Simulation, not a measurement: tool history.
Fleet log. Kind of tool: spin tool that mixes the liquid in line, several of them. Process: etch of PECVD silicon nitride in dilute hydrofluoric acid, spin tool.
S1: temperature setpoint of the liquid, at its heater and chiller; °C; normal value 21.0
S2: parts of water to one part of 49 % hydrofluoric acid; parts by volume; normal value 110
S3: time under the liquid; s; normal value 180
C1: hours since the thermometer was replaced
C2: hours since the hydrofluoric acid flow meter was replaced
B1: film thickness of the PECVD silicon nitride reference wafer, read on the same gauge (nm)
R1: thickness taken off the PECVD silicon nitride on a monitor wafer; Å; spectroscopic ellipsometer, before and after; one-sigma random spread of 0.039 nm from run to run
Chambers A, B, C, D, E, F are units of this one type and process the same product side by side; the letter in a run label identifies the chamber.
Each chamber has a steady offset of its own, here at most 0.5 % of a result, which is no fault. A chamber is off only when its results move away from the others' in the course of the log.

run 1A hour=3.9 | S1=21.0 S2=110 S3=180 | C1=955.8 C2=1508.7 | B1=60.009 | R1=27.2230
run 2E hour=6.1 | S1=21.0 S2=110 S3=180 | C1=86.6 C2=856.0 | B1=59.999 | R1=27.7470
run 3F hour=9.5 | S1=21.0 S2=110 S3=180 | C1=954.9 C2=190.0 | B1=60.036 | R1=27.6100
run 4C hour=12.5 | S1=21.0 S2=110 S3=180 | C1=1993.8 C2=754.0 | B1=59.996 | R1=27.1820
run 5B hour=17.4 | S1=21.0 S2=110 S3=180 | C1=558.7 C2=122.5 | B1=60.027 | R1=28.0520
run 6D hour=21.0 | S1=21.0 S2=110 S3=180 | C1=169.1 C2=254.8 | B1=59.969 | R1=27.9400
run 7F hour=26.0 | S1=21.0 S2=110 S3=180 | C1=971.4 C2=206.5 | B1=60.088 | R1=27.6610
run 8A hour=28.4 | S1=21.0 S2=110 S3=180 | C1=980.3 C2=1533.2 | B1=60.022 | R1=28.1210
run 9B hour=32.4 | S1=21.0 S2=110 S3=180 | C1=573.7 C2=137.5 | B1=59.968 | R1=28.0320
run 10C hour=36.3 | S1=17.0 S2=110 S3=75 | C1=2017.6 C2=777.8 | B1=59.981 | R1=8.6551
run 11D hour=39.3 | S1=17.0 S2=110 S3=75 | C1=187.4 C2=273.1 | B1=60.006 | R1=8.9891
run 12E hour=41.5 | S1=17.0 S2=110 S3=75 | C1=122.0 C2=891.4 | B1=59.993 | R1=8.8299
run 13A hour=44.8 | S1=17.0 S2=110 S3=75 | C1=996.7 C2=1549.6 | B1=60.008 | R1=8.3513
run 14E hour=47.8 | S1=17.0 S2=110 S3=75 | C1=128.3 C2=897.7 | B1=60.002 | R1=8.8455
run 15F hour=50.3 | S1=17.0 S2=110 S3=75 | C1=995.7 C2=230.8 | B1=60.008 | R1=8.6515
run 16B hour=55.0 | S1=17.0 S2=110 S3=135 | C1=596.3 C2=160.1 | B1=59.957 | R1=15.8360
run 17C hour=58.4 | S1=17.0 S2=110 S3=135 | C1=2039.7 C2=799.9 | B1=59.965 | R1=15.8050
run 18D hour=61.3 | S1=17.0 S2=110 S3=135 | C1=209.4 C2=295.1 | B1=60.007 | R1=15.5930
run 19D hour=64.1 | S1=17.0 S2=110 S3=135 | C1=212.2 C2=297.9 | B1=60.014 | R1=15.7200
run 20A hour=67.2 | S1=17.0 S2=110 S3=135 | C1=1019.1 C2=1572.0 | B1=60.012 | R1=14.6900
run 21C hour=71.1 | S1=17.0 S2=110 S3=135 | C1=2052.4 C2=812.6 | B1=60.038 | R1=15.8760
run 22F hour=74.4 | S1=21.0 S2=110 S3=180 | C1=1019.8 C2=254.9 | B1=60.035 | R1=28.5140
run 23B hour=78.1 | S1=21.0 S2=110 S3=180 | C1=619.4 C2=183.2 | B1=60.007 | R1=28.1220
run 24E hour=81.8 | S1=18.5 S2=110 S3=255 | C1=162.3 C2=931.7 | B1=60.011 | R1=32.7380
run 25E hour=84.6 | S1=18.5 S2=110 S3=255 | C1=165.1 C2=934.5 | B1=59.976 | R1=33.1300
run 26C hour=89.1 | S1=18.5 S2=110 S3=255 | C1=2070.4 C2=830.6 | B1=59.944 | R1=33.4160
run 27B hour=93.7 | S1=18.5 S2=110 S3=255 | C1=635.0 C2=198.8 | B1=59.999 | R1=32.9510
run 28A hour=97.6 | S1=18.5 S2=110 S3=255 | C1=1049.5 C2=1602.4 | B1=60.020 | R1=29.5960
run 29F hour=101.3 | S1=18.5 S2=110 S3=255 | C1=1046.7 C2=281.8 | B1=60.017 | R1=33.0060
run 30D hour=105.8 | S1=21.0 S2=110 S3=180 | C1=253.9 C2=339.6 | B1=59.981 | R1=27.3690
run 31F hour=108.9 | S1=21.0 S2=110 S3=180 | C1=1054.3 C2=289.4 | B1=60.016 | R1=27.4620
run 32D hour=111.6 | S1=21.0 S2=110 S3=180 | C1=259.7 C2=345.4 | B1=60.006 | R1=27.5210
run 33A hour=114.6 | S1=21.0 S2=75 S3=80 | C1=1066.5 C2=1619.4 | B1=60.002 | R1=15.9740
run 34B hour=118.6 | S1=21.0 S2=75 S3=80 | C1=659.9 C2=223.7 | B1=60.019 | R1=17.7010
run 35E hour=123.0 | S1=21.0 S2=75 S3=80 | C1=203.5 C2=972.9 | B1=59.998 | R1=17.3070
run 36C hour=127.6 | S1=21.0 S2=75 S3=80 | C1=2108.9 C2=869.1 | B1=60.023 | R1=17.9260
run 37D hour=130.6 | S1=21.0 S2=75 S3=80 | C1=278.7 C2=364.4 | B1=59.962 | R1=18.1520
run 38B hour=135.1 | S1=21.0 S2=75 S3=80 | C1=676.4 C2=240.2 | B1=60.018 | R1=17.7090
run 39F hour=137.9 | S1=21.0 S2=110 S3=180 | C1=1083.3 C2=318.4 | B1=59.997 | R1=27.1260
run 40E hour=142.8 | S1=21.0 S2=110 S3=180 | C1=223.3 C2=992.7 | B1=60.026 | R1=27.3900
run 41C hour=145.5 | S1=21.0 S2=110 S3=180 | C1=2126.8 C2=887.0 | B1=59.983 | R1=27.5830
run 42A hour=149.8 | S1=21.0 S2=110 S3=180 | C1=1101.7 C2=1654.6 | B1=59.993 | R1=23.3410
run 43F hour=153.5 | S1=21.0 S2=110 S3=180 | C1=1098.9 C2=334.0 | B1=59.973 | R1=27.4670
run 44B hour=156.2 | S1=21.0 S2=110 S3=180 | C1=697.5 C2=261.3 | B1=60.001 | R1=27.5960

Has any chamber moved away from the others, gradually or after a service, or does the common gauge drift, or do the chambers differ only by their own small steady offsets? State the chamber and the most likely cause if one applies.

One chamber, A, drifts off from the rest bit by bit.
Most likely cause: liquid colder than its thermometer reads (K) = 2.51.

Chamber A could run next with any of the 4 candidate recipes listed below; each alters the usual settings, and their results appear as question marks. Which one brings its results back in line with what the other chambers deliver on the usual settings?
A result is in line if it is within this distance of the other chambers' mean on the usual settings: R1 1.4000 Å
run 45A-1 hour=159.8 | S1=18.5 S2=110 S3=180 | R1=?
run 45A-2 hour=159.8 | S1=21.5 S2=105 S3=200 | R1=?
run 45A-3 hour=159.8 | S1=20.0 S2=125 S3=150 | R1=?
run 45A-4 hour=159.8 | S1=26.5 S2=110 S3=180 | R1=?

The other chambers' mean on the usual settings: R1 27.7210 Å
run=45A-1 R1=19.4880
run=45A-2 R1=27.9340
run=45A-3 R1=15.9200
run=45A-4 R1=33.6550
It is 45A-2 that realigns the chamber with its peers.
